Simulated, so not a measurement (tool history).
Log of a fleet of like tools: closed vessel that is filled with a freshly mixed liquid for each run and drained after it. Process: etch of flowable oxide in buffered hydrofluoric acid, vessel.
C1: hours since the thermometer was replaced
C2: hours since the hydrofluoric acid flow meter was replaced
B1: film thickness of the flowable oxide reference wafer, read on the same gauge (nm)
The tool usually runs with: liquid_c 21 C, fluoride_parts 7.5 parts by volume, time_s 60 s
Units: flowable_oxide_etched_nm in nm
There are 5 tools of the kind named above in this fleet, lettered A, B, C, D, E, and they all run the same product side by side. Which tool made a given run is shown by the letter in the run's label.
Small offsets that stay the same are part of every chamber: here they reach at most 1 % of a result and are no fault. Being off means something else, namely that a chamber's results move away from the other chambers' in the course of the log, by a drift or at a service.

{"run": "1E", "hour": 15.1, "liquid_c": 21, "fluoride_parts": 7.5, "time_s": 60, "C1": 616.6, "C2": 549.3, "B1": 90.005, "flowable_oxide_etched_nm": 281.8}
{"hour": 28.2, "done": "chamber D: thermometer replaced"}
{"run": "2D", "hour": 30.2, "liquid_c": 21, "fluoride_parts": 7.5, "time_s": 60, "C1": 2.1, "C2": 140.8, "B1": 89.986, "flowable_oxide_etched_nm": 281.52}
{"hour": 40.7, "done": "chamber B: thermometer replaced"}
{"run": "3A", "hour": 41.3, "liquid_c": 21, "fluoride_parts": 7.5, "time_s": 60, "C1": 707.9, "C2": 218, "B1": 89.995, "flowable_oxide_etched_nm": 281.77}
{"run": "4B", "hour": 54.6, "liquid_c": 21, "fluoride_parts": 7.5, "time_s": 60, "C1": 14, "C2": 407, "B1": 90.009, "flowable_oxide_etched_nm": 279.67}
{"run": "5C", "hour": 69.0, "liquid_c": 21, "fluoride_parts": 7.5, "time_s": 60, "C1": 802.5, "C2": 1675.9, "B1": 89.992, "flowable_oxide_etched_nm": 282.95}
{"run": "6E", "hour": 81.9, "liquid_c": 21, "fluoride_parts": 7.5, "time_s": 60, "C1": 683.4, "C2": 616.1, "B1": 89.984, "flowable_oxide_etched_nm": 281.54}
{"run": "7C", "hour": 97.0, "liquid_c": 21, "fluoride_parts": 7.5, "time_s": 60, "C1": 830.5, "C2": 1703.9, "B1": 89.994, "flowable_oxide_etched_nm": 283.6}
{"run": "8A", "hour": 109.3, "liquid_c": 21, "fluoride_parts": 7.5, "time_s": 60, "C1": 775.9, "C2": 286, "B1": 90.001, "flowable_oxide_etched_nm": 280.51}
{"run": "9D", "hour": 125.0, "liquid_c": 21, "fluoride_parts": 7.5, "time_s": 60, "C1": 96.9, "C2": 235.6, "B1": 89.986, "flowable_oxide_etched_nm": 280.11}
{"run": "10B", "hour": 137.8, "liquid_c": 21, "fluoride_parts": 7.5, "time_s": 60, "C1": 97.2, "C2": 490.2, "B1": 89.987, "flowable_oxide_etched_nm": 277.54}
{"run": "11A", "hour": 145.8, "liquid_c": 21, "fluoride_parts": 7.5, "time_s": 60, "C1": 812.4, "C2": 322.5, "B1": 89.981, "flowable_oxide_etched_nm": 283.62}
{"run": "12D", "hour": 153.7, "liquid_c": 21, "fluoride_parts": 7.5, "time_s": 60, "C1": 125.6, "C2": 264.3, "B1": 90.013, "flowable_oxide_etched_nm": 281.6}
{"run": "13C", "hour": 167.7, "liquid_c": 21, "fluoride_parts": 5, "time_s": 30, "C1": 901.2, "C2": 1774.6, "B1": 89.998, "flowable_oxide_etched_nm": 204.35}
{"run": "14B", "hour": 178.4, "liquid_c": 21, "fluoride_parts": 5, "time_s": 30, "C1": 137.8, "C2": 530.8, "B1": 90.004, "flowable_oxide_etched_nm": 202.22}
{"run": "15E", "hour": 185.4, "liquid_c": 21, "fluoride_parts": 5, "time_s": 30, "C1": 786.9, "C2": 719.6, "B1": 89.989, "flowable_oxide_etched_nm": 203.12}
{"run": "16D", "hour": 196.5, "liquid_c": 21, "fluoride_parts": 5, "time_s": 30, "C1": 168.4, "C2": 307.1, "B1": 90.009, "flowable_oxide_etched_nm": 202.35}
{"run": "17B", "hour": 211.6, "liquid_c": 21, "fluoride_parts": 5, "time_s": 30, "C1": 171, "C2": 564, "B1": 89.997, "flowable_oxide_etched_nm": 203.1}
{"run": "18E", "hour": 219.0, "liquid_c": 21, "fluoride_parts": 5.5, "time_s": 60, "C1": 820.5, "C2": 753.2, "B1": 90.016, "flowable_oxide_etched_nm": 370.37}
{"run": "19C", "hour": 229.9, "liquid_c": 21, "fluoride_parts": 5.5, "time_s": 60, "C1": 963.4, "C2": 1836.8, "B1": 90.015, "flowable_oxide_etched_nm": 377.18}
{"run": "20A", "hour": 240.2, "liquid_c": 21, "fluoride_parts": 5.5, "time_s": 60, "C1": 906.8, "C2": 416.9, "B1": 89.993, "flowable_oxide_etched_nm": 371.62}
{"run": "21A", "hour": 249.8, "liquid_c": 21, "fluoride_parts": 5.5, "time_s": 60, "C1": 916.4, "C2": 426.5, "B1": 89.982, "flowable_oxide_etched_nm": 369.91}
{"hour": 260.9, "done": "chamber E: thermometer replaced"}
{"run": "22C", "hour": 261.3, "liquid_c": 21, "fluoride_parts": 5.5, "time_s": 60, "C1": 994.8, "C2": 1868.2, "B1": 89.997, "flowable_oxide_etched_nm": 376.87}
{"run": "23B", "hour": 268.3, "liquid_c": 21, "fluoride_parts": 7.5, "time_s": 60, "C1": 227.7, "C2": 620.7, "B1": 90.027, "flowable_oxide_etched_nm": 280.11}
{"run": "24E", "hour": 279.5, "liquid_c": 25, "fluoride_parts": 5.5, "time_s": 60, "C1": 18.6, "C2": 813.7, "B1": 89.981, "flowable_oxide_etched_nm": 463.83}
{"run": "25D", "hour": 294.8, "liquid_c": 25, "fluoride_parts": 5.5, "time_s": 60, "C1": 266.7, "C2": 405.4, "B1": 89.992, "flowable_oxide_etched_nm": 469.43}
{"run": "26B", "hour": 302.4, "liquid_c": 25, "fluoride_parts": 5.5, "time_s": 60, "C1": 261.8, "C2": 654.8, "B1": 90, "flowable_oxide_etched_nm": 464.29}
{"run": "27E", "hour": 312.6, "liquid_c": 25, "fluoride_parts": 5.5, "time_s": 60, "C1": 51.7, "C2": 846.8, "B1": 89.999, "flowable_oxide_etched_nm": 463.23}
{"run": "28A", "hour": 325.0, "liquid_c": 25, "fluoride_parts": 5.5, "time_s": 60, "C1": 991.6, "C2": 501.7, "B1": 90.015, "flowable_oxide_etched_nm": 460.8}
{"run": "29D", "hour": 339.8, "liquid_c": 21, "fluoride_parts": 7.5, "time_s": 60, "C1": 311.7, "C2": 450.4, "B1": 89.999, "flowable_oxide_etched_nm": 280.74}
{"run": "30C", "hour": 350.9, "liquid_c": 21, "fluoride_parts": 7.5, "time_s": 60, "C1": 1084.4, "C2": 1957.8, "B1": 89.979, "flowable_oxide_etched_nm": 282.2}
{"run": "31C", "hour": 357.8, "liquid_c": 17, "fluoride_parts": 7.5, "time_s": 30, "C1": 1091.3, "C2": 1964.7, "B1": 89.98, "flowable_oxide_etched_nm": 113.52}
{"run": "32D", "hour": 369.3, "liquid_c": 17, "fluoride_parts": 7.5, "time_s": 30, "C1": 341.2, "C2": 479.9, "B1": 89.994, "flowable_oxide_etched_nm": 111.4}
{"run": "33E", "hour": 382.5, "liquid_c": 17, "fluoride_parts": 7.5, "time_s": 30, "C1": 121.6, "C2": 916.7, "B1": 89.965, "flowable_oxide_etched_nm": 111.46}
{"run": "34B", "hour": 390.5, "liquid_c": 17, "fluoride_parts": 7.5, "time_s": 30, "C1": 349.9, "C2": 742.9, "B1": 89.996, "flowable_oxide_etched_nm": 112.23}
{"run": "35A", "hour": 401.8, "liquid_c": 17, "fluoride_parts": 7.5, "time_s": 30, "C1": 1068.4, "C2": 578.5, "B1": 90.021, "flowable_oxide_etched_nm": 111.9}
{"run": "36E", "hour": 412.5, "liquid_c": 21, "fluoride_parts": 7.5, "time_s": 60, "C1": 151.6, "C2": 946.7, "B1": 89.989, "flowable_oxide_etched_nm": 281.58}

All 5 chambers run these settings next. Forecast each chamber's results:
{"run": "37A", "hour": 423.9, "liquid_c": 17, "fluoride_parts": 7.5, "time_s": 60, "flowable_oxide_etched_nm": "?"}
{"run": "37B", "hour": 423.9, "liquid_c": 17, "fluoride_parts": 7.5, "time_s": 60, "flowable_oxide_etched_nm": "?"}
{"run": "37C", "hour": 423.9, "liquid_c": 17, "fluoride_parts": 7.5, "time_s": 60, "flowable_oxide_etched_nm": "?"}
{"run": "37D", "hour": 423.9, "liquid_c": 17, "fluoride_parts": 7.5, "time_s": 60, "flowable_oxide_etched_nm": "?"}
{"run": "37E", "hour": 423.9, "liquid_c": 17, "fluoride_parts": 7.5, "time_s": 60, "flowable_oxide_etched_nm": "?"}

run=37A flowable_oxide_etched_nm=225.06
run=37B flowable_oxide_etched_nm=224.41
run=37C flowable_oxide_etched_nm=226.76
run=37D flowable_oxide_etched_nm=224.82
run=37E flowable_oxide_etched_nm=225.22
